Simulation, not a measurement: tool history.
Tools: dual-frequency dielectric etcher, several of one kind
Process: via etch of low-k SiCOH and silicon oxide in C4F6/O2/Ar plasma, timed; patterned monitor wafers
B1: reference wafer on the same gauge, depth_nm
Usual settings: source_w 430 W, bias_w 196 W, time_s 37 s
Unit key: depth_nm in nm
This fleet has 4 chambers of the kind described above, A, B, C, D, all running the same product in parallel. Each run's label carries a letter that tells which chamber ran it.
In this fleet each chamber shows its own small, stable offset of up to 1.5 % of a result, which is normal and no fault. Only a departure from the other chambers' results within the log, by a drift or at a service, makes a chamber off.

run 1D hour=5.6 | source_w=430 bias_w=196 time_s=37 | B1=120.06 | depth_nm=102.22
run 2A hour=12.4 | source_w=430 bias_w=196 time_s=37 | B1=120.09 | depth_nm=103.84
run 3B hour=18.1 | source_w=430 bias_w=196 time_s=37 | B1=119.99 | depth_nm=103.78
run 4C hour=26.5 | source_w=430 bias_w=196 time_s=37 | B1=119.91 | depth_nm=102.35
run 5A hour=32.4 | source_w=430 bias_w=196 time_s=37 | B1=119.95 | depth_nm=102.22
run 6C hour=39.3 | source_w=430 bias_w=196 time_s=37 | B1=119.93 | depth_nm=101.63
run 7B hour=47.1 | source_w=430 bias_w=196 time_s=37 | B1=119.88 | depth_nm=103.04
-- hour=51.3 chamber C: source power generator calibrated
run 8D hour=54.3 | source_w=430 bias_w=196 time_s=37 | B1=119.81 | depth_nm=101.31
run 9D hour=59.3 | source_w=430 bias_w=196 time_s=37 | B1=120.07 | depth_nm=101.92
run 10B hour=66.6 | source_w=430 bias_w=196 time_s=37 | B1=120.09 | depth_nm=103.16
run 11A hour=73.8 | source_w=430 bias_w=196 time_s=37 | B1=120.04 | depth_nm=103.36
run 12C hour=80.6 | source_w=430 bias_w=196 time_s=37 | B1=120.02 | depth_nm=102.01
run 13B hour=89.8 | source_w=430 bias_w=240 time_s=37 | B1=119.75 | depth_nm=110.77
-- hour=96.6 chamber A: wet clean of the chamber
run 14C hour=98.1 | source_w=430 bias_w=240 time_s=37 | B1=120.02 | depth_nm=109.7
run 15A hour=105.7 | source_w=430 bias_w=240 time_s=37 | B1=120.06 | depth_nm=110.06
-- hour=107.3 chamber B: wet clean of the chamber
run 16D hour=110.3 | source_w=430 bias_w=240 time_s=37 | B1=119.92 | depth_nm=109.33
run 17D hour=117.8 | source_w=430 bias_w=196 time_s=37 | B1=120.11 | depth_nm=102.05
run 18B hour=123.2 | source_w=430 bias_w=196 time_s=37 | B1=119.86 | depth_nm=103.82
run 19C hour=130.4 | source_w=430 bias_w=196 time_s=37 | B1=120 | depth_nm=102.01
run 20A hour=136.4 | source_w=430 bias_w=196 time_s=37 | B1=120 | depth_nm=102.52
run 21B hour=144 | source_w=430 bias_w=196 time_s=37 | B1=120.09 | depth_nm=102.96
run 22C hour=148.1 | source_w=430 bias_w=196 time_s=37 | B1=119.97 | depth_nm=102.14
run 23A hour=154.7 | source_w=390 bias_w=196 time_s=37 | B1=119.95 | depth_nm=98.966
run 24D hour=161.1 | source_w=390 bias_w=196 time_s=37 | B1=120.06 | depth_nm=98.825
run 25C hour=169 | source_w=390 bias_w=196 time_s=37 | B1=119.9 | depth_nm=96.862
run 26B hour=176.9 | source_w=390 bias_w=196 time_s=37 | B1=119.93 | depth_nm=99.748
run 27D hour=183.3 | source_w=430 bias_w=196 time_s=37 | B1=120.1 | depth_nm=102.23
run 28A hour=190.3 | source_w=430 bias_w=196 time_s=37 | B1=120 | depth_nm=103.8
run 29A hour=196.2 | source_w=430 bias_w=196 time_s=37 | B1=120.05 | depth_nm=103.93
run 30B hour=200.4 | source_w=430 bias_w=196 time_s=37 | B1=120.07 | depth_nm=103.48
run 31D hour=205.8 | source_w=430 bias_w=196 time_s=37 | B1=120.24 | depth_nm=101.89
run 32C hour=212.7 | source_w=430 bias_w=196 time_s=37 | B1=120 | depth_nm=98.293
run 33D hour=219.7 | source_w=430 bias_w=196 time_s=37 | B1=120.03 | depth_nm=101.77
run 34B hour=226 | source_w=430 bias_w=196 time_s=37 | B1=119.88 | depth_nm=103.88
run 35C hour=234.2 | source_w=430 bias_w=196 time_s=37 | B1=120.05 | depth_nm=98.662
run 36A hour=240 | source_w=430 bias_w=196 time_s=37 | B1=120.12 | depth_nm=102.91
run 37B hour=247.9 | source_w=430 bias_w=196 time_s=37 | B1=119.94 | depth_nm=103.43
run 38A hour=253.4 | source_w=430 bias_w=196 time_s=37 | B1=120.17 | depth_nm=102.99

For the next run the whole fleet of 4 chambers uses the same settings. Give each chamber's results:
run 39A hour=260.2 | source_w=430 bias_w=196 time_s=37 | depth_nm=?
run 39B hour=260.2 | source_w=430 bias_w=196 time_s=37 | depth_nm=?
run 39C hour=260.2 | source_w=430 bias_w=196 time_s=37 | depth_nm=?
run 39D hour=260.2 | source_w=430 bias_w=196 time_s=37 | depth_nm=?

run=39A depth_nm=102.88
run=39B depth_nm=102.78
run=39C depth_nm=98.015
run=39D depth_nm=101.88
